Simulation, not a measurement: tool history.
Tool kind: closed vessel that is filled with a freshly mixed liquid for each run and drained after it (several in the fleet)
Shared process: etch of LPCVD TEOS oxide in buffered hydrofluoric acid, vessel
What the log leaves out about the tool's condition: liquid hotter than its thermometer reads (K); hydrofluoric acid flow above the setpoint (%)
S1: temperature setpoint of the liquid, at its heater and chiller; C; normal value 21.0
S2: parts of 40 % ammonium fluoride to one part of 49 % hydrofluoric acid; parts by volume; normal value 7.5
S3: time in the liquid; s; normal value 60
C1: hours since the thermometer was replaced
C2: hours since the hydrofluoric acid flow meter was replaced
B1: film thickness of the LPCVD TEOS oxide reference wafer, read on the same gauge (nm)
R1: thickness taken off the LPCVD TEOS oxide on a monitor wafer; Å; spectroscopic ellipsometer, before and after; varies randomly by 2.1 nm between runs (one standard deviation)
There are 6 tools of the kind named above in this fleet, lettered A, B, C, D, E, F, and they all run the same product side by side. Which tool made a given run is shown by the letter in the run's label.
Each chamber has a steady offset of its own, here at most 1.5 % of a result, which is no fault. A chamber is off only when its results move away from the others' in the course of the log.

run     day    S1    S2  S3      C1      C2      B1      R1
 1E   0.417  21.0   7.5  60   274.0   353.6  150.02  3565.5
 2A   0.679  21.0   7.5  60  1868.5  1149.6  150.00  3545.4
 3C   1.108  21.0   7.5  60   363.1   307.4  149.97  3574.2
 4D   1.412  21.0   7.5  60  1575.5   180.2  149.97  3542.4
 5B   1.646  21.0   7.5  60   825.7   454.2  150.02  3561.6
 6F   1.896  21.0   7.5  60  1462.4   134.6  150.00  3622.2
 7B   2.129  25.5  10.0  60   837.3   465.8  149.98  3435.0
 8E   2.504  25.5  10.0  60   324.1   403.7  150.00  3461.3
 9C   2.804  25.5  10.0  60   403.8   348.1  149.96  3474.2
10D   3.225  25.5  10.0  60  1619.0   223.7  150.06  3455.5
11F   3.638  25.5  10.0  60  1504.2   176.4  150.03  3499.8
12A   3.867  25.5  10.0  60  1945.0  1226.1  149.98  3507.5
13E   4.296  21.0   7.5  60   367.1   446.7  150.02  3544.4
      4.442  -- chamber E: hydrofluoric acid flow meter replaced
14F   4.654  21.0   7.5  60  1528.6   200.8  150.03  3603.3
15B   5.088  21.0   7.5  60   908.3   536.8  150.02  3563.3
16D   5.275  21.0   7.5  60  1668.2   272.9  150.05  3536.1
      5.492  -- chamber B: thermometer replaced
17C   5.662  21.0   7.5  60   472.4   416.7  150.00  3543.9
18A   6.092  21.0   7.5  60  1998.4  1279.5  149.97  3560.4
19F   6.458  21.0   7.5  60  1571.9   244.1  150.00  3600.8
20B   6.817  21.0   7.5  60    31.8   578.3  150.01  3527.4
21C   7.225  21.0   7.5  60   509.9   454.2  150.02  3543.2
22A   7.488  21.0   7.5  60  2031.9  1313.0  150.00  3573.0
23E   7.812  21.0   7.5  60   451.5    81.0  150.01  3573.2
24D   8.092  21.0   7.5  60  1735.8   340.5  149.99  3499.3
25A   8.492  21.0   7.5  60  2056.0  1337.1  150.03  3540.2
26B   8.896  21.0  10.0  60    81.7   628.2  149.98  2732.2
27D   9.200  21.0  10.0  60  1762.4   367.1  149.96  2697.6
28F   9.571  21.0  10.0  60  1646.6   318.8  150.00  2855.7
29E   9.817  21.0  10.0  60   499.6   129.1  149.97  2731.5
30C  10.229  21.0  10.0  60   582.0   526.3  150.02  2731.3
31E  10.492  21.0  10.0  60   515.8   145.3  149.97  2721.8
32C  10.896  21.0   7.5  35   598.0   542.3  149.98  2075.2
33D  11.312  21.0   7.5  35  1813.1   417.8  150.00  2052.1
34A  11.679  21.0   7.5  35  2132.5  1413.6  149.94  2064.9
     11.958  -- chamber A: thermometer replaced
35F  12.088  21.0   7.5  35  1707.0   379.2  149.97  2190.1
36B  12.346  21.0   7.5  35   164.5   711.0  150.02  2055.8
37B  12.642  21.0   7.5  35   171.6   718.1  150.01  2064.9
38F  13.012  21.0   7.5  60  1729.2   401.4  150.01  3784.0
39E  13.258  21.0   7.5  60   582.2   211.7  150.03  3536.8
40A  13.638  21.0   7.5  60    40.4  1460.6  150.04  3539.9

Read the log: is a single chamber off, either drifting away or since a service, is the gauge that measures every chamber drifting, or is nothing wrong beyond small per-chamber offsets? Name any odd chamber and what most likely caused it.

Chamber F drifts away from the others.
Most likely cause: liquid hotter than its thermometer reads (K) = 1.03.
It could be hard to tell apart here from: hydrofluoric acid flow above the setpoint (%).

Chamber F could run next with any of the 4 candidate recipes listed below; each alters the usual settings, and their results appear as question marks. Which one brings its results back in line with what the other chambers deliver on the usual settings?
To be in line, a result may differ from the other chambers' mean on the usual settings by at most: R1 72.0 Å
41F-1  13.946  21.5  7.5  60               ?
41F-2  13.946  21.0  7.0  60               ?
41F-3  13.946  21.0  8.0  60               ?
41F-4  13.946  20.5  7.5  60               ?

The mean the other chambers reach with the usual settings: R1 3543.4 Å
  run      R1
41F-1  3901.3
41F-2  4085.0
41F-3  3542.2
41F-4  3691.8
The right change is 41F-3: it brings the chamber back within the allowed miss of the others.
